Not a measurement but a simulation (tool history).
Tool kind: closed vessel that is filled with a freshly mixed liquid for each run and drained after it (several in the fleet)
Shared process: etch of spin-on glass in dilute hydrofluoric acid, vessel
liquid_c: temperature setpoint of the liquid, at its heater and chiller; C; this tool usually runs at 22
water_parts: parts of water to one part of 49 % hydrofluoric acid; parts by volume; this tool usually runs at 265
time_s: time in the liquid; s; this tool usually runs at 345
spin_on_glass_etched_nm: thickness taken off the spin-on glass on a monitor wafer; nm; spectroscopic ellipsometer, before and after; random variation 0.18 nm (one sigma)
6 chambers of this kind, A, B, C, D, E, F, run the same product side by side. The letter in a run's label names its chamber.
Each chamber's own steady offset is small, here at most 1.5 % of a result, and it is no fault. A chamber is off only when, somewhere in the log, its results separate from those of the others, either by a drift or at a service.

run,hour,liquid_c,water_parts,time_s,"read-back film thickness of the spin-on glass reference wafer, read on the same gauge (nm)",spin_on_glass_etched_nm
1D,2.8,22,265,345,60.016,24.494
2A,6,22,265,345,59.983,24.078
3B,8.9,22,265,345,60.053,24.309
4C,12.8,22,265,345,60.007,23.979
5E,15.7,22,390,210,60.016,8.905
# hour 15.8: chamber F: thermometer replaced
6F,19,22,390,210,59.989,8.7272
7F,21.6,22,390,210,59.983,8.9046
8A,24,22,390,210,59.963,8.8585
9C,26.9,22,390,210,59.985,8.822
10B,29.6,22,390,210,59.978,8.9089
11E,34.1,22,265,465,60.02,32.739
12D,38.8,22,265,465,60.003,32.991
13B,41.9,22,265,465,59.976,32.787
14C,44.2,22,265,465,60.046,31.772
15D,49.1,22,265,465,60.022,32.579
16F,51.9,22,265,465,59.97,32.455
17E,55.2,22,325,500,59.974,26.697
18A,58.3,22,325,500,59.976,26.822
19D,61.7,22,325,500,59.983,27.273
20F,66.3,22,325,500,60.004,26.724
21B,69.5,22,325,500,59.993,27.119
22C,74.4,22,325,500,60.02,27.016
23A,77.7,22,265,345,59.961,24.35
24E,81,27,265,345,59.977,28.785
25E,84.9,27,265,345,59.998,29.131
26A,88.7,27,265,345,59.97,28.893
27B,93.6,27,265,345,60.005,29.322
28C,96.4,27,265,345,60.001,28.665
29D,99.9,27,265,345,60.012,29.065
30F,102.7,22,265,345,59.989,23.947
31B,105.6,22,265,345,59.98,24.297
32D,108.7,22,265,345,60.018,24.233
33E,112,22,265,345,60.017,24.28
34C,114.7,22,265,345,60.003,24.004
35F,118,22,265,345,60.004,24.022
36A,120.2,22,265,345,60.015,24.114
37B,122.6,22,265,345,60.023,23.922
38F,126.9,22,265,345,59.961,24.274
39C,130.8,22,265,345,59.985,24.179
40E,133.3,22,265,345,60.029,24.198
41A,138.2,22,265,345,60.033,24.33
42D,142.5,22,265,345,60.002,24.325
43A,146.9,22,265,345,59.969,24.246

The same settings go to every chamber for the next run, one line per chamber below. Forecast the results for each:
44A,150.4,22,305,345,,?
44B,150.4,22,305,345,,?
44C,150.4,22,305,345,,?
44D,150.4,22,305,345,,?
44E,150.4,22,305,345,,?
44F,150.4,22,305,345,,?

run,spin_on_glass_etched_nm
44A,20.05
44B,20.433
44C,20.233
44D,20.362
44E,20.077
44F,19.837
